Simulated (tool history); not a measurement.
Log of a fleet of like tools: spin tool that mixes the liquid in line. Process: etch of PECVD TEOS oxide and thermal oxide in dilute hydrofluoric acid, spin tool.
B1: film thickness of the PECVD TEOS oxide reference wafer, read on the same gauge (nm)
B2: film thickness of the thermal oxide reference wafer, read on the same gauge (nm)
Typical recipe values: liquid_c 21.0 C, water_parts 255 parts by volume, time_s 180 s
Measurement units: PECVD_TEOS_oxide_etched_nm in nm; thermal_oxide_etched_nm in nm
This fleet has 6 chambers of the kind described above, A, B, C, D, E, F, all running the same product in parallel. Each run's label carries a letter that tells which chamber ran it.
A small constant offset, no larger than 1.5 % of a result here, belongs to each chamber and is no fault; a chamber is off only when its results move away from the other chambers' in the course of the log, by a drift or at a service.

Run 1C, day 0.167: usual settings; B1 59.975; B2 100.050. Result: PECVD_TEOS_oxide_etched_nm 11.3990 nm, thermal_oxide_etched_nm 2.5239 nm.
Run 2D, day 0.475: usual settings; B1 59.997; B2 100.020. Result: PECVD_TEOS_oxide_etched_nm 11.5270 nm, thermal_oxide_etched_nm 2.5576 nm.
Run 3A, day 0.821: usual settings; B1 59.973; B2 99.984. Result: PECVD_TEOS_oxide_etched_nm 11.8030 nm, thermal_oxide_etched_nm 2.5091 nm.
Run 4F, day 1.083: usual settings; B1 59.990; B2 100.000. Result: PECVD_TEOS_oxide_etched_nm 11.6750 nm, thermal_oxide_etched_nm 2.6116 nm.
Run 5B, day 1.275: usual settings; B1 60.005; B2 99.987. Result: PECVD_TEOS_oxide_etched_nm 11.6330 nm, thermal_oxide_etched_nm 2.5407 nm.
Run 6E, day 1.571: usual settings; B1 60.004; B2 99.993. Result: PECVD_TEOS_oxide_etched_nm 11.6190 nm, thermal_oxide_etched_nm 2.5679 nm.
Run 7B, day 1.908: usual settings; B1 59.981; B2 99.994. Result: PECVD_TEOS_oxide_etched_nm 11.6670 nm, thermal_oxide_etched_nm 2.6354 nm.
Run 8F, day 2.117: usual settings but water_parts 190 parts by volume; B1 59.981; B2 100.010. Result: PECVD_TEOS_oxide_etched_nm 16.1220 nm, thermal_oxide_etched_nm 3.6985 nm.
Run 9D, day 2.362: usual settings but water_parts 190 parts by volume; B1 60.026; B2 99.974. Result: PECVD_TEOS_oxide_etched_nm 16.9170 nm, thermal_oxide_etched_nm 3.6713 nm.
Run 10E, day 2.600: usual settings but water_parts 190 parts by volume; B1 60.016; B2 99.991. Result: PECVD_TEOS_oxide_etched_nm 16.5630 nm, thermal_oxide_etched_nm 3.6531 nm.
At day 2.679: chamber E: thermometer replaced.
Run 11A, day 2.775: usual settings but water_parts 190 parts by volume; B1 60.047; B2 99.980. Result: PECVD_TEOS_oxide_etched_nm 16.3960 nm, thermal_oxide_etched_nm 3.6361 nm.
Run 12C, day 3.121: usual settings but water_parts 190 parts by volume; B1 59.996; B2 99.992. Result: PECVD_TEOS_oxide_etched_nm 16.7630 nm, thermal_oxide_etched_nm 3.7099 nm.
Run 13F, day 3.312: usual settings but water_parts 190 parts by volume; B1 59.975; B2 99.996. Result: PECVD_TEOS_oxide_etched_nm 16.4410 nm, thermal_oxide_etched_nm 3.6444 nm.
Run 14E, day 3.542: usual settings; B1 59.979; B2 100.030. Result: PECVD_TEOS_oxide_etched_nm 11.5100 nm, thermal_oxide_etched_nm 2.5656 nm.
Run 15D, day 3.846: usual settings; B1 60.008; B2 99.986. Result: PECVD_TEOS_oxide_etched_nm 11.5470 nm, thermal_oxide_etched_nm 2.5083 nm.
Run 16A, day 4.029: usual settings; B1 59.996; B2 100.020. Result: PECVD_TEOS_oxide_etched_nm 11.6280 nm, thermal_oxide_etched_nm 2.5086 nm.
Run 17B, day 4.354: usual settings; B1 60.028; B2 100.010. Result: PECVD_TEOS_oxide_etched_nm 11.7280 nm, thermal_oxide_etched_nm 2.5455 nm.
Run 18C, day 4.654: usual settings; B1 59.955; B2 99.978. Result: PECVD_TEOS_oxide_etched_nm 11.7270 nm, thermal_oxide_etched_nm 2.5274 nm.
Run 19A, day 4.962: usual settings; B1 59.999; B2 100.010. Result: PECVD_TEOS_oxide_etched_nm 11.6250 nm, thermal_oxide_etched_nm 2.6310 nm.
Run 20B, day 5.300: usual settings but liquid_c 24.5 C, water_parts 370 parts by volume; B1 60.007; B2 99.963. Result: PECVD_TEOS_oxide_etched_nm 8.0890 nm, thermal_oxide_etched_nm 1.8095 nm.
Run 21D, day 5.517: usual settings but liquid_c 24.5 C, water_parts 370 parts by volume; B1 60.003; B2 100.050. Result: PECVD_TEOS_oxide_etched_nm 7.9815 nm, thermal_oxide_etched_nm 1.7325 nm.
Run 22F, day 5.817: usual settings but liquid_c 24.5 C, water_parts 370 parts by volume; B1 60.004; B2 99.988. Result: PECVD_TEOS_oxide_etched_nm 8.0966 nm, thermal_oxide_etched_nm 1.8053 nm.
Run 23C, day 6.046: usual settings but liquid_c 24.5 C, water_parts 370 parts by volume; B1 59.964; B2 99.998. Result: PECVD_TEOS_oxide_etched_nm 8.1356 nm, thermal_oxide_etched_nm 1.7989 nm.
Run 24E, day 6.396: usual settings but liquid_c 24.5 C, water_parts 370 parts by volume; B1 60.024; B2 99.954. Result: PECVD_TEOS_oxide_etched_nm 7.9747 nm, thermal_oxide_etched_nm 1.8285 nm.
Run 25F, day 6.717: usual settings but liquid_c 24.5 C, water_parts 370 parts by volume; B1 59.994; B2 100.030. Result: PECVD_TEOS_oxide_etched_nm 8.1657 nm, thermal_oxide_etched_nm 1.8074 nm.
At day 6.738: chamber D: hydrofluoric acid flow meter replaced.
Run 26E, day 6.988: usual settings; B1 59.968; B2 100.010. Result: PECVD_TEOS_oxide_etched_nm 11.4510 nm, thermal_oxide_etched_nm 2.5564 nm.
Run 27B, day 7.221: usual settings but water_parts 185 parts by volume, time_s 215 s; B1 59.961; B2 99.974. Result: PECVD_TEOS_oxide_etched_nm 20.6710 nm, thermal_oxide_etched_nm 4.4728 nm.
Run 28D, day 7.442: usual settings but water_parts 185 parts by volume, time_s 215 s; B1 60.021; B2 99.994. Result: PECVD_TEOS_oxide_etched_nm 20.1670 nm, thermal_oxide_etched_nm 4.4394 nm.
Run 29C, day 7.688: usual settings but water_parts 185 parts by volume, time_s 215 s; B1 60.010; B2 99.979. Result: PECVD_TEOS_oxide_etched_nm 21.1460 nm, thermal_oxide_etched_nm 4.6947 nm.
Run 30A, day 7.942: usual settings but water_parts 185 parts by volume, time_s 215 s; B1 60.012; B2 100.060. Result: PECVD_TEOS_oxide_etched_nm 20.8970 nm, thermal_oxide_etched_nm 4.4427 nm.
Run 31D, day 8.162: usual settings but water_parts 185 parts by volume, time_s 215 s; B1 59.986; B2 100.000. Result: PECVD_TEOS_oxide_etched_nm 20.3630 nm, thermal_oxide_etched_nm 4.5492 nm.
Run 32C, day 8.325: usual settings but water_parts 185 parts by volume, time_s 215 s; B1 59.988; B2 99.984. Result: PECVD_TEOS_oxide_etched_nm 21.3200 nm, thermal_oxide_etched_nm 4.5819 nm.
Run 33B, day 8.638: usual settings but water_parts 370 parts by volume, time_s 245 s; B1 59.997; B2 99.974. Result: PECVD_TEOS_oxide_etched_nm 9.8760 nm, thermal_oxide_etched_nm 2.1763 nm.
Run 34A, day 8.908: usual settings but water_parts 370 parts by volume, time_s 245 s; B1 60.006; B2 99.961. Result: PECVD_TEOS_oxide_etched_nm 9.9253 nm, thermal_oxide_etched_nm 2.1584 nm.
Run 35E, day 9.167: usual settings but water_parts 370 parts by volume, time_s 245 s; B1 60.012; B2 99.941. Result: PECVD_TEOS_oxide_etched_nm 9.6478 nm, thermal_oxide_etched_nm 2.1416 nm.
Run 36F, day 9.479: usual settings but water_parts 370 parts by volume, time_s 245 s; B1 59.996; B2 100.020. Result: PECVD_TEOS_oxide_etched_nm 9.9397 nm, thermal_oxide_etched_nm 2.2772 nm.
Run 37B, day 9.771: usual settings but water_parts 370 parts by volume, time_s 245 s; B1 59.989; B2 99.988. Result: PECVD_TEOS_oxide_etched_nm 9.7185 nm, thermal_oxide_etched_nm 2.1870 nm.
Run 38C, day 10.046: usual settings but water_parts 370 parts by volume, time_s 245 s; B1 59.995; B2 100.010. Result: PECVD_TEOS_oxide_etched_nm 9.9817 nm, thermal_oxide_etched_nm 2.1969 nm.
Run 39E, day 10.396: usual settings; B1 60.015; B2 100.020. Result: PECVD_TEOS_oxide_etched_nm 11.5070 nm, thermal_oxide_etched_nm 2.5542 nm.
Run 40F, day 10.704: usual settings but time_s 245 s; B1 60.016; B2 100.010. Result: PECVD_TEOS_oxide_etched_nm 15.8250 nm, thermal_oxide_etched_nm 3.5676 nm.
Run 41A, day 11.021: usual settings but time_s 245 s; B1 60.025; B2 99.996. Result: PECVD_TEOS_oxide_etched_nm 15.7950 nm, thermal_oxide_etched_nm 3.4346 nm.
Run 42D, day 11.292: usual settings but time_s 245 s; B1 60.006; B2 99.999. Result: PECVD_TEOS_oxide_etched_nm 15.8800 nm, thermal_oxide_etched_nm 3.4330 nm.
Run 43F, day 11.512: usual settings but time_s 245 s; B1 59.985; B2 100.000. Result: PECVD_TEOS_oxide_etched_nm 15.7710 nm, thermal_oxide_etched_nm 3.4455 nm.

Predict what each chamber gives when all 6 of them run the settings below next.
Run 44A, day 11.767: usual settings. Result: PECVD_TEOS_oxide_etched_nm ?, thermal_oxide_etched_nm ?.
Run 44B, day 11.767: usual settings. Result: PECVD_TEOS_oxide_etched_nm ?, thermal_oxide_etched_nm ?.
Run 44C, day 11.767: usual settings. Result: PECVD_TEOS_oxide_etched_nm ?, thermal_oxide_etched_nm ?.
Run 44D, day 11.767: usual settings. Result: PECVD_TEOS_oxide_etched_nm ?, thermal_oxide_etched_nm ?.
Run 44E, day 11.767: usual settings. Result: PECVD_TEOS_oxide_etched_nm ?, thermal_oxide_etched_nm ?.
Run 44F, day 11.767: usual settings. Result: PECVD_TEOS_oxide_etched_nm ?, thermal_oxide_etched_nm ?.

run  PECVD_TEOS_oxide_etched_nm  thermal_oxide_etched_nm
44A                     11.7740                   2.5650
44B                     11.8280                   2.5577
44C                     11.9340                   2.6469
44D                     11.6140                   2.5502
44E                     11.3810                   2.5831
44F                     11.4350                   2.5992
